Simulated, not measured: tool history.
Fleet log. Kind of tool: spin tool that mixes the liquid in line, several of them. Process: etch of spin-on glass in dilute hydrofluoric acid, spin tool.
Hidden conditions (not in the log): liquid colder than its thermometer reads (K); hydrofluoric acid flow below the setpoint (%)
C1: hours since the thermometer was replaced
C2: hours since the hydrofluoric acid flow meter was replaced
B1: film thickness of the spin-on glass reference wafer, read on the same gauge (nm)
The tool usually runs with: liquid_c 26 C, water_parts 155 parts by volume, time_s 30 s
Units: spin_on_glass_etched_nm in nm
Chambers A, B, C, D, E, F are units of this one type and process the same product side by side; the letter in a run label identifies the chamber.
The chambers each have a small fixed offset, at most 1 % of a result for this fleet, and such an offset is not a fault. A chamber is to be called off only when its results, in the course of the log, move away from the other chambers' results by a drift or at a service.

run 1A hour=10.2 | liquid_c=26 water_parts=155 time_s=30 | C1=949 C2=199.8 | B1=129.97 | spin_on_glass_etched_nm=11.301
run 2D hour=22.9 | liquid_c=26 water_parts=155 time_s=30 | C1=607.3 C2=72.4 | B1=130 | spin_on_glass_etched_nm=11.28
run 3F hour=34.4 | liquid_c=26 water_parts=155 time_s=30 | C1=164.3 C2=496.9 | B1=130.05 | spin_on_glass_etched_nm=11.405
run 4C hour=42.8 | liquid_c=26 water_parts=155 time_s=30 | C1=408.3 C2=693.4 | B1=129.98 | spin_on_glass_etched_nm=11.488
run 5E hour=56.7 | liquid_c=26 water_parts=155 time_s=30 | C1=57.8 C2=507.4 | B1=129.99 | spin_on_glass_etched_nm=11.207
run 6B hour=68.4 | liquid_c=26 water_parts=155 time_s=30 | C1=706.6 C2=1656.1 | B1=129.99 | spin_on_glass_etched_nm=11.522
-- hour=78.6 chamber C: hydrofluoric acid flow meter replaced
run 7D hour=79.9 | liquid_c=26 water_parts=155 time_s=30 | C1=664.3 C2=129.4 | B1=129.97 | spin_on_glass_etched_nm=11.351
run 8E hour=90.3 | liquid_c=30 water_parts=235 time_s=30 | C1=91.4 C2=541 | B1=129.98 | spin_on_glass_etched_nm=7.8865
run 9B hour=101.1 | liquid_c=30 water_parts=235 time_s=30 | C1=739.3 C2=1688.8 | B1=130.01 | spin_on_glass_etched_nm=7.9251
run 10F hour=111.5 | liquid_c=30 water_parts=235 time_s=30 | C1=241.4 C2=574 | B1=130.01 | spin_on_glass_etched_nm=7.9377
run 11A hour=125.9 | liquid_c=30 water_parts=235 time_s=30 | C1=1064.7 C2=315.5 | B1=129.99 | spin_on_glass_etched_nm=7.7663
run 12C hour=136.9 | liquid_c=30 water_parts=235 time_s=30 | C1=502.4 C2=58.4 | B1=130.06 | spin_on_glass_etched_nm=7.8977
-- hour=150.5 chamber B: hydrofluoric acid flow meter replaced
run 13A hour=150.9 | liquid_c=30 water_parts=235 time_s=30 | C1=1089.7 C2=340.5 | B1=129.96 | spin_on_glass_etched_nm=7.8154
run 14E hour=160.7 | liquid_c=22 water_parts=210 time_s=30 | C1=161.8 C2=611.4 | B1=129.96 | spin_on_glass_etched_nm=6.7393
run 15B hour=173.9 | liquid_c=22 water_parts=210 time_s=30 | C1=812.1 C2=23.5 | B1=130.05 | spin_on_glass_etched_nm=6.9156
run 16F hour=187.5 | liquid_c=22 water_parts=210 time_s=30 | C1=317.4 C2=650 | B1=129.99 | spin_on_glass_etched_nm=6.7575
run 17C hour=200.8 | liquid_c=22 water_parts=210 time_s=30 | C1=566.3 C2=122.3 | B1=130.02 | spin_on_glass_etched_nm=6.8985
run 18D hour=208.5 | liquid_c=22 water_parts=210 time_s=30 | C1=792.9 C2=258 | B1=130 | spin_on_glass_etched_nm=6.8029
run 19E hour=221.7 | liquid_c=22 water_parts=210 time_s=30 | C1=222.8 C2=672.4 | B1=130.02 | spin_on_glass_etched_nm=6.8092
run 20C hour=235.6 | liquid_c=26 water_parts=155 time_s=30 | C1=601.1 C2=157.1 | B1=129.98 | spin_on_glass_etched_nm=11.414
run 21D hour=245.3 | liquid_c=26 water_parts=155 time_s=30 | C1=829.7 C2=294.8 | B1=129.98 | spin_on_glass_etched_nm=11.284
run 22F hour=258.6 | liquid_c=26 water_parts=155 time_s=30 | C1=388.5 C2=721.1 | B1=130.02 | spin_on_glass_etched_nm=11.419
run 23A hour=268.8 | liquid_c=26 water_parts=155 time_s=30 | C1=1207.6 C2=458.4 | B1=129.95 | spin_on_glass_etched_nm=11.334
run 24B hour=277.2 | liquid_c=26 water_parts=155 time_s=30 | C1=915.4 C2=126.8 | B1=129.99 | spin_on_glass_etched_nm=11.562
run 25A hour=291 | liquid_c=26 water_parts=155 time_s=30 | C1=1229.8 C2=480.6 | B1=129.99 | spin_on_glass_etched_nm=11.327
run 26B hour=307 | liquid_c=26 water_parts=155 time_s=30 | C1=945.2 C2=156.6 | B1=129.97 | spin_on_glass_etched_nm=11.567
run 27C hour=314.4 | liquid_c=26 water_parts=155 time_s=30 | C1=679.9 C2=235.9 | B1=130.03 | spin_on_glass_etched_nm=11.402
run 28F hour=330.7 | liquid_c=26 water_parts=155 time_s=30 | C1=460.6 C2=793.2 | B1=130.02 | spin_on_glass_etched_nm=11.482
run 29D hour=347 | liquid_c=29.5 water_parts=155 time_s=30 | C1=931.4 C2=396.5 | B1=130 | spin_on_glass_etched_nm=12.862
run 30E hour=354.7 | liquid_c=29.5 water_parts=155 time_s=30 | C1=355.8 C2=805.4 | B1=130 | spin_on_glass_etched_nm=12.562
run 31A hour=366.8 | liquid_c=29.5 water_parts=155 time_s=30 | C1=1305.6 C2=556.4 | B1=130.01 | spin_on_glass_etched_nm=12.883
run 32B hour=381 | liquid_c=29.5 water_parts=155 time_s=30 | C1=1019.2 C2=230.6 | B1=130.03 | spin_on_glass_etched_nm=13.054
run 33E hour=392.8 | liquid_c=29.5 water_parts=155 time_s=30 | C1=393.9 C2=843.5 | B1=129.97 | spin_on_glass_etched_nm=12.308
run 34C hour=409 | liquid_c=29.5 water_parts=155 time_s=30 | C1=774.5 C2=330.5 | B1=130.03 | spin_on_glass_etched_nm=13.022
run 35D hour=423.9 | liquid_c=26 water_parts=155 time_s=30 | C1=1008.3 C2=473.4 | B1=130.01 | spin_on_glass_etched_nm=11.251
run 36F hour=433.9 | liquid_c=26 water_parts=155 time_s=30 | C1=563.8 C2=896.4 | B1=130.04 | spin_on_glass_etched_nm=11.352
run 37D hour=441.7 | liquid_c=26 water_parts=155 time_s=30 | C1=1026.1 C2=491.2 | B1=130.02 | spin_on_glass_etched_nm=11.343
run 38B hour=451.5 | liquid_c=26 water_parts=155 time_s=30 | C1=1089.7 C2=301.1 | B1=130.02 | spin_on_glass_etched_nm=11.648
run 39A hour=460.3 | liquid_c=26 water_parts=155 time_s=30 | C1=1399.1 C2=649.9 | B1=129.97 | spin_on_glass_etched_nm=11.283
-- hour=474.8 chamber A: hydrofluoric acid flow meter replaced
run 40C hour=475.4 | liquid_c=26 water_parts=155 time_s=30 | C1=840.9 C2=396.9 | B1=129.96 | spin_on_glass_etched_nm=11.51
run 41F hour=486.4 | liquid_c=26 water_parts=155 time_s=30 | C1=616.3 C2=948.9 | B1=130.01 | spin_on_glass_etched_nm=11.322
run 42E hour=501.1 | liquid_c=26 water_parts=155 time_s=30 | C1=502.2 C2=951.8 | B1=130.01 | spin_on_glass_etched_nm=10.532
run 43A hour=515.5 | liquid_c=26 water_parts=155 time_s=30 | C1=1454.3 C2=40.8 | B1=130.04 | spin_on_glass_etched_nm=11.339
run 44B hour=527.7 | liquid_c=26 water_parts=155 time_s=30 | C1=1165.9 C2=377.3 | B1=130.01 | spin_on_glass_etched_nm=11.501

All chambers now run identical settings, listed one chamber a line with results as question marks. What results will each chamber show?
run 45A hour=539.5 | liquid_c=26 water_parts=155 time_s=20 | spin_on_glass_etched_nm=?
run 45B hour=539.5 | liquid_c=26 water_parts=155 time_s=20 | spin_on_glass_etched_nm=?
run 45C hour=539.5 | liquid_c=26 water_parts=155 time_s=20 | spin_on_glass_etched_nm=?
run 45D hour=539.5 | liquid_c=26 water_parts=155 time_s=20 | spin_on_glass_etched_nm=?
run 45E hour=539.5 | liquid_c=26 water_parts=155 time_s=20 | spin_on_glass_etched_nm=?
run 45F hour=539.5 | liquid_c=26 water_parts=155 time_s=20 | spin_on_glass_etched_nm=?

run=45A spin_on_glass_etched_nm=7.5211
run=45B spin_on_glass_etched_nm=7.673
run=45C spin_on_glass_etched_nm=7.5408
run=45D spin_on_glass_etched_nm=7.6203
run=45E spin_on_glass_etched_nm=6.9468
run=45F spin_on_glass_etched_nm=7.6507

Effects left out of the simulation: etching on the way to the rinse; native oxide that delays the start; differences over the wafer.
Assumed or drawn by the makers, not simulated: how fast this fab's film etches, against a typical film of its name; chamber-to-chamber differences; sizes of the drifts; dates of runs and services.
